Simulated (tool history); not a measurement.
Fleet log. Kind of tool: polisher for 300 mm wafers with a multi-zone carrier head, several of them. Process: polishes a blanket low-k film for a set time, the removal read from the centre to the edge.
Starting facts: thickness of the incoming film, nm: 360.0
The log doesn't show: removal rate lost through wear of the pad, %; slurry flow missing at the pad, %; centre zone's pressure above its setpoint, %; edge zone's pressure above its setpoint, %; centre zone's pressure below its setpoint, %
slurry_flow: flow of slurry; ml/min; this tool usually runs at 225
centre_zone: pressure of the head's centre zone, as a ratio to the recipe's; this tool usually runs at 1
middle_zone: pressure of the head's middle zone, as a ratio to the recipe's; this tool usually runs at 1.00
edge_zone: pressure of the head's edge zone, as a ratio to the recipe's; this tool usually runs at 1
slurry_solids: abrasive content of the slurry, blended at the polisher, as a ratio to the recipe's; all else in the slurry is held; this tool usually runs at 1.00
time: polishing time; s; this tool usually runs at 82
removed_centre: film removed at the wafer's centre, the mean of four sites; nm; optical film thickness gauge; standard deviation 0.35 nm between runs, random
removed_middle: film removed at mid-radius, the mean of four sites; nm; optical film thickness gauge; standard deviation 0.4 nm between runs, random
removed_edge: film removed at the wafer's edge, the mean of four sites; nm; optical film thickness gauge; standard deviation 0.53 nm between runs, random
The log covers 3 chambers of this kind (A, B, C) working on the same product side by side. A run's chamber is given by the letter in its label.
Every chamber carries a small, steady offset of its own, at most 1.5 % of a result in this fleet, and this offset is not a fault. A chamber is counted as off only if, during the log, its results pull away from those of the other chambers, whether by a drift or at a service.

run,day,slurry_flow,centre_zone,middle_zone,edge_zone,slurry_solids,time,wafers polished on this pad,hours since the slurry nozzle was cleaned,hours since the centre zone pressure was calibrated,hours since the edge zone pressure was calibrated,removed_centre,removed_middle,removed_edge
# day 0.083: chamber C: slurry nozzle cleaned
1C,0.296,225,1,1.00,1,1.00,82,63,5.1,545.9,731.7,36.583,36.529,36.788
2A,0.596,225,1,1.00,1,1.00,82,387,137.9,441.2,653.6,36.165,37.099,36.555
3B,0.888,225,1,1.00,1,1.00,82,551,71.4,165.8,780.1,35.866,35.870,37.912
4A,1.171,225,1,1.00,1,1.00,82,462,151.7,455.0,667.4,36.337,37.143,38.431
5C,1.454,225,1,1.00,1,1.00,82,214,32.9,573.7,759.5,36.601,36.723,35.362
6B,1.638,225,1,1.00,1,1.00,82,650,89.4,183.8,798.1,36.337,37.358,37.189
# day 1.821: chamber B: worn pad replaced by a new one
7A,1.850,225,1,1.00,1,1.00,82,551,168.0,471.3,683.7,36.529,36.609,37.645
8B,2.133,225,1,1.00,1,1.00,82,41,101.3,195.7,810.0,35.929,36.317,36.744
9C,2.329,225,1,1.12,1,1.00,82,329,53.9,594.7,780.5,36.699,39.978,35.867
10C,2.512,225,1,1.12,1,1.00,82,353,58.3,599.1,784.9,35.837,41.344,36.668
11B,2.754,225,1,1.12,1,1.00,82,122,116.2,210.6,824.9,36.211,40.667,37.089
12A,3.071,225,1,1.00,1,1.00,82,711,197.3,500.6,713.0,36.557,36.320,36.672
13B,3.267,225,1,1.00,1,1.00,82,189,128.5,222.9,837.2,36.587,36.606,36.650
14A,3.421,225,1,1.00,1,1.00,82,757,205.7,509.0,721.4,35.789,36.781,37.290
# day 3.596: chamber C: centre zone pressure recalibrated
15C,3.617,305,1,1.00,1,1.00,82,498,84.8,0.5,811.4,37.876,38.432,36.494
16B,3.817,305,1,1.00,1,1.00,82,261,141.7,236.1,850.4,37.314,37.765,37.923
17C,3.958,305,1,1.00,1,1.00,82,542,93.0,8.7,819.6,38.627,37.726,37.125
# day 3.975: chamber C: edge zone pressure recalibrated
18A,4.188,225,1,1.00,1,1.00,82,857,224.1,527.4,739.8,35.989,36.501,35.979
19A,4.338,225,1,1.00,1,1.00,82,877,227.7,531.0,743.4,36.333,37.394,37.992
20B,4.496,225,1,1.00,1,1.00,82,350,158.0,252.4,866.7,36.683,36.400,37.713
21C,4.783,225,1,1.07,1,0.85,82,650,112.8,28.5,19.4,34.031,36.276,33.683
22C,5.046,225,1,1.07,1,0.85,82,685,119.1,34.8,25.7,34.601,35.695,34.013
23A,5.296,225,1,1.07,1,0.85,82,1003,250.7,554.0,766.4,33.582,36.017,34.301

The same settings go to every chamber for the next run, one line per chamber below. Forecast the results for each:
24A,5.525,225,1,1.00,1,1.00,82,,,,,?,?,?
24B,5.525,225,1,1.00,1,1.00,82,,,,,?,?,?
24C,5.525,225,1,1.00,1,1.00,82,,,,,?,?,?

run,removed_centre,removed_middle,removed_edge
24A,35.815,36.676,36.375
24B,36.688,36.876,36.811
24C,36.709,36.057,35.517
